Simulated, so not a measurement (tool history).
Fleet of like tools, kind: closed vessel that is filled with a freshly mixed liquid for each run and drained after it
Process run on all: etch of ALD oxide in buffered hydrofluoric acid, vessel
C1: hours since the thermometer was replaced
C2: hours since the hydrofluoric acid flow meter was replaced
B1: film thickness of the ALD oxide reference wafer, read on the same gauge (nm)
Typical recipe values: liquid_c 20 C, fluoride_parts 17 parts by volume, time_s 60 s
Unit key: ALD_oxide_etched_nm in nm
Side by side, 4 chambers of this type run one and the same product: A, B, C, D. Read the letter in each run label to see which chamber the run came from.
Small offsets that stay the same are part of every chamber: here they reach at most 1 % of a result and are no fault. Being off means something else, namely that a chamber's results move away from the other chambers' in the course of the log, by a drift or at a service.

Run 1C, hour 8.0: usual settings; C1 482.4; C2 916.7; B1 29.979. Result: ALD_oxide_etched_nm 61.986 nm.
Run 2D, hour 17.4: usual settings; C1 336.8; C2 1706.3; B1 29.989. Result: ALD_oxide_etched_nm 61.761 nm.
Run 3B, hour 26.7: usual settings; C1 285.3; C2 1457.9; B1 30.005. Result: ALD_oxide_etched_nm 61.784 nm.
Run 4A, hour 36.9: usual settings; C1 880.6; C2 1169.6; B1 30.007. Result: ALD_oxide_etched_nm 61.759 nm.
Run 5B, hour 45.1: usual settings; C1 303.7; C2 1476.3; B1 29.982. Result: ALD_oxide_etched_nm 62.901 nm.
Run 6D, hour 55.6: usual settings; C1 375.0; C2 1744.5; B1 29.998. Result: ALD_oxide_etched_nm 61.450 nm.
Run 7A, hour 65.3: usual settings; C1 909.0; C2 1198.0; B1 30.005. Result: ALD_oxide_etched_nm 61.708 nm.
Run 8C, hour 74.1: usual settings; C1 548.5; C2 982.8; B1 30.004. Result: ALD_oxide_etched_nm 62.203 nm.
Run 9C, hour 80.3: usual settings but liquid_c 17 C; C1 554.7; C2 989.0; B1 30.018. Result: ALD_oxide_etched_nm 52.246 nm.
Run 10A, hour 86.1: usual settings but liquid_c 17 C; C1 929.8; C2 1218.8; B1 30.008. Result: ALD_oxide_etched_nm 52.350 nm.
Run 11D, hour 91.9: usual settings but liquid_c 17 C; C1 411.3; C2 1780.8; B1 29.969. Result: ALD_oxide_etched_nm 52.185 nm.
Run 12B, hour 101.8: usual settings but liquid_c 17 C; C1 360.4; C2 1533.0; B1 29.993. Result: ALD_oxide_etched_nm 52.694 nm.
Run 13A, hour 109.3: usual settings; C1 953.0; C2 1242.0; B1 30.016. Result: ALD_oxide_etched_nm 61.513 nm.
Run 14D, hour 118.3: usual settings; C1 437.7; C2 1807.2; B1 30.016. Result: ALD_oxide_etched_nm 61.831 nm.
Run 15B, hour 125.5: usual settings but liquid_c 17 C; C1 384.1; C2 1556.7; B1 30.006. Result: ALD_oxide_etched_nm 52.817 nm.
Run 16C, hour 131.5: usual settings but liquid_c 17 C; C1 605.9; C2 1040.2; B1 29.990. Result: ALD_oxide_etched_nm 51.864 nm.
Run 17B, hour 144.0: usual settings but liquid_c 17 C; C1 402.6; C2 1575.2; B1 30.003. Result: ALD_oxide_etched_nm 52.475 nm.
Run 18A, hour 157.2: usual settings but liquid_c 17 C; C1 1000.9; C2 1289.9; B1 30.016. Result: ALD_oxide_etched_nm 51.897 nm.
Run 19D, hour 163.3: usual settings; C1 482.7; C2 1852.2; B1 30.014. Result: ALD_oxide_etched_nm 61.587 nm.
Run 20C, hour 174.7: usual settings; C1 649.1; C2 1083.4; B1 29.979. Result: ALD_oxide_etched_nm 61.977 nm.
Run 21D, hour 187.1: usual settings but time_s 35 s; C1 506.5; C2 1876.0; B1 30.009. Result: ALD_oxide_etched_nm 36.238 nm.
Run 22C, hour 195.7: usual settings but time_s 35 s; C1 670.1; C2 1104.4; B1 30.003. Result: ALD_oxide_etched_nm 35.775 nm.
Run 23B, hour 203.9: usual settings but time_s 35 s; C1 462.5; C2 1635.1; B1 29.983. Result: ALD_oxide_etched_nm 36.245 nm.
Run 24A, hour 213.9: usual settings but time_s 35 s; C1 1057.6; C2 1346.6; B1 30.011. Result: ALD_oxide_etched_nm 36.185 nm.

Does one chamber stand apart from the rest, does the shared gauge drift, or is all well apart from small per-chamber offsets? Give the chamber and the most likely cause, where there is one.

No chamber stands off beyond its own small offset, and the gauge holds steady.
